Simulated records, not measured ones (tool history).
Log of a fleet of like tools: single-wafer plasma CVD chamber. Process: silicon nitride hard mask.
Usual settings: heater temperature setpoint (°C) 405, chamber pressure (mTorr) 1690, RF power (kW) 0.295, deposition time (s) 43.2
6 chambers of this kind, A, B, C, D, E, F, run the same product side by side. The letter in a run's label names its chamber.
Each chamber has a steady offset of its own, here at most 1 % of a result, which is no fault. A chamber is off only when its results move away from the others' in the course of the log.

run   hour  heater temperature setpoint (°C)  chamber pressure (mTorr)  RF power (kW)  deposition time (s)  hours since the last thermocouple change  hours since the last RF generator calibration  hours since the last manometer calibration  read-back reference wafer on the same gauge, thickness_nm  mean film thickness on the monitor wafer (angstrom)
 1C    6.8                               405                      1690          0.295                 43.2                                     476.4                                          868.2                                       475.6                                                     44.047                                               504.78
 2D   12.2                               405                      1690          0.295                 43.2                                    1188.2                                          696.3                                       977.9                                                     44.100                                               495.09
 3E   19.3                               405                      1690          0.295                 43.2                                     626.8                                         1165.0                                      1007.6                                                     44.123                                               502.09
 4A   29.7                               405                      1690          0.295                 43.2                                    1783.5                                          776.4                                      1384.7                                                     44.094                                               508.97
 5F   35.0                               405                      1690          0.340                 46.0                                    2240.0                                          877.1                                       560.0                                                     44.135                                               584.79
 6B   40.8                               405                      1690          0.340                 46.0                                     776.3                                         1012.3                                       949.8                                                     44.122                                               585.16
 7E   48.5                               405                      1690          0.340                 46.0                                     656.0                                         1194.2                                      1036.8                                                     44.127                                               581.07
 8C   59.0                               405                      1690          0.340                 46.0                                     528.6                                          920.4                                       527.8                                                     44.138                                               584.18
 9D   64.7                               405                      1690          0.340                 46.0                                    1240.7                                          748.8                                      1030.4                                                     44.043                                               569.85
10A   70.2                               405                      1690          0.340                 46.0                                    1824.0                                          816.9                                      1425.2                                                     44.184                                               589.88
      75.6  -- chamber F: RF generator calibrated
11F   79.0                               418                      1690          0.295                 43.2                                    2284.0                                            3.5                                       604.0                                                     44.019                                               492.56
12B   88.7                               418                      1690          0.295                 43.2                                     824.2                                         1060.2                                       997.7                                                     44.123                                               498.65
13E   94.0                               418                      1690          0.295                 43.2                                     701.5                                         1239.7                                      1082.3                                                     44.070                                               489.47
14D  102.0                               418                      1690          0.295                 43.2                                    1278.0                                          786.1                                      1067.7                                                     44.085                                               491.94
15C  111.2                               418                      1690          0.295                 43.2                                     580.8                                          972.6                                       580.0                                                     44.083                                               501.00
16F  120.9                               418                      1690          0.295                 43.2                                    2325.9                                           45.4                                       645.9                                                     44.082                                               495.63
17B  129.7                               405                      1690          0.295                 43.2                                     865.2                                         1101.2                                      1038.7                                                     44.117                                               496.60
18A  139.3                               405                      1690          0.295                 43.2                                    1893.1                                          886.0                                      1494.3                                                     44.073                                               503.25
19F  149.1                               405                      1690          0.295                 43.2                                    2354.1                                           73.6                                       674.1                                                     44.103                                               496.79
20D  159.3                               405                      1690          0.295                 43.2                                    1335.3                                          843.4                                      1125.0                                                     44.161                                               495.37
21C  168.9                               405                      1690          0.295                 43.2                                     638.5                                         1030.3                                       637.7                                                     44.116                                               502.93
22E  174.8                               405                      1690          0.295                 43.2                                     782.3                                         1320.5                                      1163.1                                                     44.069                                               494.56
23A  185.5                               405                      1690          0.295                 43.2                                    1939.3                                          932.2                                      1540.5                                                     44.087                                               503.06
24B  192.4                               405                      1690          0.295                 43.2                                     927.9                                         1163.9                                      1101.4                                                     44.055                                               496.01
25F  202.6                               405                      1690          0.295                 43.2                                    2407.6                                          127.1                                       727.6                                                     44.082                                               497.49
26D  210.1                               405                      1690          0.295                 43.2                                    1386.1                                          894.2                                      1175.8                                                     44.095                                               492.76
27A  215.4                               405                      1690          0.295                 43.2                                    1969.2                                          962.1                                      1570.4                                                     44.117                                               507.53
28E  223.8                               405                      1690          0.295                 43.2                                     831.3                                         1369.5                                      1212.1                                                     44.113                                               502.00
29C  232.4                               405                      1690          0.295                 43.2                                     702.0                                         1093.8                                       701.2                                                     44.066                                               501.21
30B  238.4                               405                      1690          0.295                 43.2                                     973.9                                         1209.9                                      1147.4                                                     44.122                                               500.10
31A  246.5                               405                      1690          0.295                 43.2                                    2000.3                                          993.2                                      1601.5                                                     44.099                                               506.75
32D  253.5                               405                      1690          0.295                 43.2                                    1429.5                                          937.6                                      1219.2                                                     44.108                                               494.15
33F  260.1                               405                      1690          0.335                 43.2                                    2465.1                                          184.6                                       785.1                                                     44.051                                               534.16
34E  270.5                               405                      1690          0.335                 43.2                                     878.0                                         1416.2                                      1258.8                                                     44.118                                               544.43
     274.5  -- chamber D: RF generator calibrated
35B  277.6                               405                      1690          0.335                 43.2                                    1013.1                                         1249.1                                      1186.6                                                     44.065                                               541.64
36C  282.7                               405                      1690          0.335                 43.2                                     752.3                                         1144.1                                       751.5                                                     44.124                                               550.65
37A  289.0                               405                      1690          0.335                 43.2                                    2042.8                                         1035.7                                      1644.0                                                     44.076                                               545.82
38F  297.7                               405                      1690          0.335                 43.2                                    2502.7                                          222.2                                       822.7                                                     44.081                                               543.24
39D  305.7                               395                      1360          0.295                 43.2                                    1481.7                                           31.3                                      1271.4                                                     44.080                                               470.90
     305.9  -- chamber E: capacitance manometer re-zeroed and calibrated
40C  315.7                               395                      1360          0.295                 43.2                                     785.3                                         1177.1                                       784.5                                                     44.067                                               476.52
41B  321.2                               395                      1360          0.295                 43.2                                    1056.7                                         1292.7                                      1230.2                                                     44.085                                               468.91
42E  327.2                               395                      1360          0.295                 43.2                                     934.7                                         1472.9                                        21.4                                                     44.060                                               468.76
43C  334.0                               395                      1360          0.295                 43.2                                     803.6                                         1195.4                                       802.8                                                     44.099                                               475.97

Is one chamber off against the others, does the gauge drift, or is nothing wrong? If a chamber is off, say which, and what the likeliest cause is.

No chamber stands off beyond its own small offset, and the gauge holds steady.
